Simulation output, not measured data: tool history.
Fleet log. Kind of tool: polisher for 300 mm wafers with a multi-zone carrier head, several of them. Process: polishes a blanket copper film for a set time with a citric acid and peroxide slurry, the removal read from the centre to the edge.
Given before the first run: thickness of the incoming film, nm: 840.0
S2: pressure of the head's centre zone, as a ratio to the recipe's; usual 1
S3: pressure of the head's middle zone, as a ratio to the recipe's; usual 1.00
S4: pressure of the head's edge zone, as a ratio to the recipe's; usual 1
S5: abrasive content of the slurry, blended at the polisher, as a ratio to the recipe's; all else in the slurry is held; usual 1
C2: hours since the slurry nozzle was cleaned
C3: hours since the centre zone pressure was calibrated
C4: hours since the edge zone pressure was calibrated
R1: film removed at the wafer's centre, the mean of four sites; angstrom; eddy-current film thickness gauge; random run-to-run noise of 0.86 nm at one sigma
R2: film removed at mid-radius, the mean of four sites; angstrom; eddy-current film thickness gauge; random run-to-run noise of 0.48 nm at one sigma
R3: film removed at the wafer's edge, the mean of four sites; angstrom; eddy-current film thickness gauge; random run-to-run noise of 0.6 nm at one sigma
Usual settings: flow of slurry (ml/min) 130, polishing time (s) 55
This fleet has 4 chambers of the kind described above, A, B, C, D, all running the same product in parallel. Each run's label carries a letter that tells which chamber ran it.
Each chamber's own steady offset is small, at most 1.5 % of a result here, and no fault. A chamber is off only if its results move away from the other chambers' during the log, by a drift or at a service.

Run 1B, hour 6.3: usual settings; wafers polished on this pad 210; C2 93.3; C3 68.8; C4 825.5. Result: R1 781.74 angstrom, R2 768.63 angstrom, R3 781.12 angstrom.
At hour 10.2: chamber D: worn pad replaced by a new one.
Run 2C, hour 17.7: usual settings; wafers polished on this pad 676; C2 246.6; C3 20.8; C4 131.3. Result: R1 764.50 angstrom, R2 774.18 angstrom, R3 771.36 angstrom.
At hour 19.1: chamber C: worn pad replaced by a new one.
Run 3A, hour 23.3: usual settings; wafers polished on this pad 548; C2 24.4; C3 679.0; C4 886.1. Result: R1 753.07 angstrom, R2 777.02 angstrom, R3 762.48 angstrom.
Run 4D, hour 30.1: usual settings; wafers polished on this pad 266; C2 99.2; C3 236.2; C4 450.4. Result: R1 771.97 angstrom, R2 764.73 angstrom, R3 767.06 angstrom.
At hour 31.6: chamber A: worn pad replaced by a new one.
Run 5C, hour 39.1: usual settings; wafers polished on this pad 267; C2 268.0; C3 42.2; C4 152.7. Result: R1 772.96 angstrom, R2 761.75 angstrom, R3 777.15 angstrom.
Run 6D, hour 45.7: usual settings; wafers polished on this pad 475; C2 114.8; C3 251.8; C4 466.0. Result: R1 752.05 angstrom, R2 775.11 angstrom, R3 775.43 angstrom.
Run 7B, hour 55.4: usual settings; wafers polished on this pad 865; C2 142.4; C3 117.9; C4 874.6. Result: R1 767.90 angstrom, R2 767.32 angstrom, R3 777.49 angstrom.
At hour 57.3: chamber B: worn pad replaced by a new one.
Run 8A, hour 64.7: usual settings; wafers polished on this pad 442; C2 65.8; C3 720.4; C4 927.5. Result: R1 772.08 angstrom, R2 776.33 angstrom, R3 767.26 angstrom.
At hour 67.7: chamber C: worn pad replaced by a new one.
At hour 74.7: chamber A: worn pad replaced by a new one.
Run 9B, hour 74.8: usual settings; wafers polished on this pad 234; C2 161.8; C3 137.3; C4 894.0. Result: R1 786.93 angstrom, R2 766.98 angstrom, R3 787.30 angstrom.
Run 10D, hour 80.5: usual settings; wafers polished on this pad 939; C2 149.6; C3 286.6; C4 500.8. Result: R1 773.42 angstrom, R2 776.13 angstrom, R3 767.78 angstrom.
Run 11C, hour 90.1: usual settings; wafers polished on this pad 299; C2 319.0; C3 93.2; C4 203.7. Result: R1 751.78 angstrom, R2 761.62 angstrom, R3 757.01 angstrom.
Run 12A, hour 98.0: usual settings; wafers polished on this pad 311; C2 99.1; C3 753.7; C4 960.8. Result: R1 772.55 angstrom, R2 782.02 angstrom, R3 770.53 angstrom.
At hour 98.5: chamber D: worn pad replaced by a new one.
Run 13D, hour 105.9: usual settings; wafers polished on this pad 98; C2 175.0; C3 312.0; C4 526.2. Result: R1 781.04 angstrom, R2 768.99 angstrom, R3 780.26 angstrom.
At hour 111.4: chamber A: worn pad replaced by a new one.
Run 14B, hour 113.0: usual settings; wafers polished on this pad 744; C2 200.0; C3 175.5; C4 932.2. Result: R1 784.34 angstrom, R2 777.23 angstrom, R3 780.54 angstrom.
At hour 115.5: chamber D: edge zone pressure recalibrated.
At hour 116.8: chamber C: worn pad replaced by a new one.
At hour 118.5: chamber B: worn pad replaced by a new one.
Run 15A, hour 121.6: usual settings; wafers polished on this pad 137; C2 122.7; C3 777.3; C4 984.4. Result: R1 760.48 angstrom, R2 786.61 angstrom, R3 762.83 angstrom.
Run 16C, hour 131.1: usual settings; wafers polished on this pad 191; C2 360.0; C3 134.2; C4 244.7. Result: R1 745.63 angstrom, R2 740.73 angstrom, R3 747.57 angstrom.
Run 17A, hour 141.7: usual settings; wafers polished on this pad 405; C2 142.8; C3 797.4; C4 1004.5. Result: R1 750.87 angstrom, R2 774.50 angstrom, R3 770.27 angstrom.
At hour 141.8: chamber A: centre zone pressure recalibrated.
Run 18B, hour 150.5: usual settings; wafers polished on this pad 428; C2 237.5; C3 213.0; C4 969.7. Result: R1 773.39 angstrom, R2 770.70 angstrom, R3 782.58 angstrom.
At hour 158.6: chamber A: worn pad replaced by a new one.
At hour 160.0: chamber C: worn pad replaced by a new one.
Run 19C, hour 161.9: usual settings but S3 1.08; wafers polished on this pad 25; C2 390.8; C3 165.0; C4 275.5. Result: R1 727.37 angstrom, R2 784.49 angstrom, R3 735.27 angstrom.
Run 20D, hour 167.6: usual settings but S3 1.08; wafers polished on this pad 922; C2 236.7; C3 373.7; C4 52.1. Result: R1 771.54 angstrom, R2 828.51 angstrom, R3 783.30 angstrom.
At hour 174.4: chamber B: edge zone pressure recalibrated.
Run 21B, hour 176.6: usual settings but S3 1.08; wafers polished on this pad 776; C2 263.6; C3 239.1; C4 2.3. Result: R1 791.02 angstrom, R2 831.08 angstrom, R3 771.14 angstrom.
At hour 181.1: chamber D: worn pad replaced by a new one.
Run 22C, hour 183.8: usual settings but S3 1.08; wafers polished on this pad 318; C2 412.7; C3 186.9; C4 297.4. Result: R1 725.38 angstrom, R2 777.58 angstrom, R3 730.34 angstrom.
Run 23A, hour 190.3: usual settings; wafers polished on this pad 423; C2 191.4; C3 48.6; C4 1053.1. Result: R1 760.81 angstrom, R2 779.43 angstrom, R3 771.07 angstrom.
Run 24D, hour 196.8: usual settings; wafers polished on this pad 209; C2 265.9; C3 402.9; C4 81.3. Result: R1 766.49 angstrom, R2 769.81 angstrom, R3 766.29 angstrom.
Run 25D, hour 205.4: usual settings; wafers polished on this pad 324; C2 274.5; C3 411.5; C4 89.9. Result: R1 763.66 angstrom, R2 782.78 angstrom, R3 773.00 angstrom.

The same settings go to every chamber for the next run, one line per chamber below. Forecast the results for each:
Run 26A, hour 213.7: usual settings. Result: R1 ?, R2 ?, R3 ?.
Run 26B, hour 213.7: usual settings. Result: R1 ?, R2 ?, R3 ?.
Run 26C, hour 213.7: usual settings. Result: R1 ?, R2 ?, R3 ?.
Run 26D, hour 213.7: usual settings. Result: R1 ?, R2 ?, R3 ?.

run      R1      R2      R3
26A  747.31  769.80  762.54
26B  767.43  764.66  780.91
26C  703.76  702.23  731.08
26D  782.29  775.00  773.31
